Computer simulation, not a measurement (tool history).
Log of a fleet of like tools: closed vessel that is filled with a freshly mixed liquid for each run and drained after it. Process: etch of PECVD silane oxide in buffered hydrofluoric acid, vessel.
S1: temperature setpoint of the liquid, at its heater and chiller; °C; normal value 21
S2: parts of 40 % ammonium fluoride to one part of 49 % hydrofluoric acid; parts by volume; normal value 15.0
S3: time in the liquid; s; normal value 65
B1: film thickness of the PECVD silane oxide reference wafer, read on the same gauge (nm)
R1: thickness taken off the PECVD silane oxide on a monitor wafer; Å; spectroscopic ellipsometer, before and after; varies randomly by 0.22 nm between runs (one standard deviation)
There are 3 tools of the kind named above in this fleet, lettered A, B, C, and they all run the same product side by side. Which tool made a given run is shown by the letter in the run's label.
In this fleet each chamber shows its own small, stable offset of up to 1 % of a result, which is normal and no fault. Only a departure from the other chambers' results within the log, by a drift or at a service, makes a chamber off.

{"run": "1B", "day": 0.208, "S1": 21, "S2": 15.0, "S3": 65, "B1": 149.98, "R1": 617.61}
{"run": "2C", "day": 0.333, "S1": 21, "S2": 15.0, "S3": 65, "B1": 149.98, "R1": 616.58}
{"run": "3A", "day": 0.475, "S1": 21, "S2": 15.0, "S3": 65, "B1": 150.0, "R1": 627.19}
{"run": "4B", "day": 0.671, "S1": 21, "S2": 15.0, "S3": 65, "B1": 149.99, "R1": 625.02}
{"run": "5C", "day": 0.838, "S1": 21, "S2": 15.0, "S3": 65, "B1": 150.01, "R1": 615.68}
{"run": "6A", "day": 0.988, "S1": 21, "S2": 15.0, "S3": 65, "B1": 149.97, "R1": 622.17}
{"run": "7B", "day": 1.221, "S1": 21, "S2": 15.0, "S3": 65, "B1": 150.0, "R1": 623.36}
{"run": "8C", "day": 1.375, "S1": 21, "S2": 15.0, "S3": 40, "B1": 149.98, "R1": 378.37}
{"run": "9A", "day": 1.546, "S1": 21, "S2": 15.0, "S3": 40, "B1": 150.02, "R1": 383.15}
{"run": "10C", "day": 1.8, "S1": 21, "S2": 15.0, "S3": 40, "B1": 150.04, "R1": 379.27}
{"day": 1.896, "done": "chamber A: thermometer replaced"}
{"run": "11A", "day": 2.029, "S1": 21, "S2": 15.0, "S3": 65, "B1": 150.04, "R1": 621.3}
{"day": 2.058, "done": "chamber B: thermometer replaced"}
{"run": "12B", "day": 2.208, "S1": 23, "S2": 15.0, "S3": 65, "B1": 150.02, "R1": 691.77}
{"run": "13B", "day": 2.412, "S1": 23, "S2": 15.0, "S3": 65, "B1": 150.01, "R1": 697.33}
{"run": "14C", "day": 2.625, "S1": 23, "S2": 15.0, "S3": 65, "B1": 150.0, "R1": 686.46}
{"run": "15A", "day": 2.833, "S1": 21, "S2": 15.0, "S3": 65, "B1": 150.0, "R1": 623.39}
{"run": "16A", "day": 3.021, "S1": 19, "S2": 13.0, "S3": 65, "B1": 150.04, "R1": 638.88}
{"run": "17C", "day": 3.217, "S1": 19, "S2": 13.0, "S3": 65, "B1": 150.02, "R1": 632.31}
{"run": "18B", "day": 3.438, "S1": 19, "S2": 13.0, "S3": 65, "B1": 149.99, "R1": 643.24}
{"run": "19A", "day": 3.658, "S1": 21, "S2": 15.0, "S3": 65, "B1": 150.02, "R1": 626.34}
{"run": "20C", "day": 3.896, "S1": 21, "S2": 15.0, "S3": 65, "B1": 149.99, "R1": 614.77}
{"run": "21B", "day": 4.146, "S1": 21, "S2": 15.0, "S3": 65, "B1": 149.98, "R1": 626.0}
{"run": "22A", "day": 4.342, "S1": 21, "S2": 10.0, "S3": 65, "B1": 150.03, "R1": 927.47}
{"run": "23C", "day": 4.542, "S1": 21, "S2": 10.0, "S3": 65, "B1": 150.01, "R1": 912.23}
{"run": "24B", "day": 4.792, "S1": 21, "S2": 10.0, "S3": 65, "B1": 150.05, "R1": 932.88}
{"run": "25B", "day": 4.988, "S1": 21, "S2": 15.0, "S3": 65, "B1": 150.01, "R1": 620.18}
{"run": "26A", "day": 5.267, "S1": 21, "S2": 15.0, "S3": 65, "B1": 150.0, "R1": 618.59}
{"run": "27C", "day": 5.546, "S1": 18, "S2": 13.0, "S3": 65, "B1": 150.0, "R1": 595.87}
{"run": "28A", "day": 5.817, "S1": 18, "S2": 13.0, "S3": 65, "B1": 150.0, "R1": 604.61}
{"run": "29B", "day": 6.029, "S1": 18, "S2": 13.0, "S3": 65, "B1": 150.02, "R1": 607.46}
{"run": "30C", "day": 6.271, "S1": 21, "S2": 15.0, "S3": 65, "B1": 150.0, "R1": 614.18}
{"run": "31C", "day": 6.404, "S1": 21, "S2": 15.0, "S3": 65, "B1": 149.97, "R1": 613.35}
{"run": "32B", "day": 6.608, "S1": 21, "S2": 17.5, "S3": 65, "B1": 149.95, "R1": 532.8}
{"run": "33A", "day": 6.871, "S1": 21, "S2": 17.5, "S3": 65, "B1": 150.01, "R1": 534.64}
{"run": "34B", "day": 7.129, "S1": 21, "S2": 17.5, "S3": 65, "B1": 150.03, "R1": 537.39}
{"run": "35A", "day": 7.346, "S1": 21, "S2": 15.0, "S3": 65, "B1": 150.01, "R1": 627.19}
{"run": "36C", "day": 7.558, "S1": 21, "S2": 15.0, "S3": 65, "B1": 149.99, "R1": 615.55}

Read the log: is a single chamber off, either drifting away or since a service, is the gauge that measures every chamber drifting, or is nothing wrong beyond small per-chamber offsets? Name any odd chamber and what most likely caused it.

Nothing is wrong: each chamber keeps only its own small, steady offset and the gauge holds still.
